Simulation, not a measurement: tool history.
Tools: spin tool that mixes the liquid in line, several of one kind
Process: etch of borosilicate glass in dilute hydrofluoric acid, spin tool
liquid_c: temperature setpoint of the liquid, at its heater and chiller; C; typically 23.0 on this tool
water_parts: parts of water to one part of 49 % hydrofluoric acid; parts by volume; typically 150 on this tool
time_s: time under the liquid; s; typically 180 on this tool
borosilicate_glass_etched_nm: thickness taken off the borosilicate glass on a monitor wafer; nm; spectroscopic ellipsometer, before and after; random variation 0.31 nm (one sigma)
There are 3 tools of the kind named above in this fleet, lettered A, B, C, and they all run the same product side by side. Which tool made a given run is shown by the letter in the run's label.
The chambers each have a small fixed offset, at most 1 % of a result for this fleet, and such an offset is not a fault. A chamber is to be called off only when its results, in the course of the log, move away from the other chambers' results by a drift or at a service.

| run | hour | liquid_c | water_parts | time_s | read-back film thickness of the borosilicate glass reference wafer, read on the same gauge (nm) | borosilicate_glass_etched_nm |
|---|---|---|---|---|---|---|
| 1A | 7.1 | 23.0 | 150 | 180 | 80.012 | 40.586 |
| 2B | 11.9 | 23.0 | 150 | 180 | 80.002 | 40.406 |
| 3C | 20.9 | 23.0 | 150 | 180 | 79.999 | 41.335 |
| 4A | 25.7 | 23.0 | 150 | 180 | 80.002 | 40.594 |
| 5C | 35.0 | 23.0 | 150 | 180 | 80.011 | 40.670 |
| 6B | 45.4 | 23.0 | 150 | 180 | 80.043 | 40.128 |
| 7B | 52.6 | 23.0 | 150 | 180 | 80.017 | 40.240 |
| 8A | 59.5 | 23.0 | 150 | 180 | 80.005 | 40.834 |
| 9C | 68.9 | 23.0 | 150 | 180 | 80.003 | 41.199 |
| 10C | 78.4 | 23.0 | 150 | 180 | 80.006 | 40.579 |
| 11B | 83.4 | 23.0 | 150 | 180 | 80.012 | 40.583 |
| 12A | 88.5 | 23.0 | 150 | 180 | 79.957 | 40.848 |
| 13C | 93.2 | 23.0 | 150 | 180 | 80.010 | 40.529 |
| 14B | 101.0 | 23.0 | 150 | 180 | 79.956 | 40.357 |
| 15A | 108.1 | 23.0 | 150 | 180 | 79.975 | 41.347 |
| 16A | 113.0 | 23.0 | 150 | 180 | 79.980 | 40.941 |
| 17C | 120.6 | 20.5 | 115 | 180 | 79.965 | 50.129 |
| 18B | 126.3 | 20.5 | 115 | 180 | 79.991 | 49.960 |
| 19B | 136.2 | 20.5 | 115 | 180 | 79.967 | 49.433 |
| 20A | 143.2 | 23.0 | 150 | 180 | 79.983 | 40.921 |
| 21C | 153.1 | 23.0 | 175 | 180 | 80.016 | 34.034 |
| 22C | 161.7 | 23.0 | 175 | 180 | 79.969 | 34.197 |
| 23A | 166.5 | 23.0 | 175 | 180 | 79.956 | 34.163 |
| 24B | 172.6 | 23.0 | 150 | 180 | 80.029 | 40.373 |
| 25A | 182.9 | 23.0 | 150 | 180 | 80.027 | 40.982 |
| 26C | 193.6 | 23.0 | 150 | 180 | 80.021 | 40.860 |
| 27B | 203.5 | 23.0 | 150 | 180 | 79.987 | 40.198 |
| 28A | 208.5 | 23.0 | 150 | 180 | 79.980 | 40.774 |
| 29B | 216.3 | 23.0 | 150 | 180 | 79.991 | 39.904 |
| 30C | 223.4 | 23.0 | 150 | 180 | 79.987 | 40.655 |
| 31A | 228.5 | 23.0 | 150 | 180 | 80.041 | 41.016 |
| 32C | 236.5 | 23.0 | 150 | 180 | 80.019 | 40.849 |
| 33B | 244.5 | 23.0 | 150 | 180 | 79.979 | 40.039 |
| 34B | 251.6 | 23.0 | 150 | 180 | 80.024 | 40.554 |
| 35A | 258.0 | 23.0 | 150 | 180 | 80.051 | 41.566 |

All 3 chambers run these settings next. Forecast each chamber's results:
| 36A | 265.7 | 25.0 | 150 | 180 |  | ? |
| 36B | 265.7 | 25.0 | 150 | 180 |  | ? |
| 36C | 265.7 | 25.0 | 150 | 180 |  | ? |

| run | borosilicate_glass_etched_nm |
|---|---|
| 36A | 43.838 |
| 36B | 43.652 |
| 36C | 44.230 |
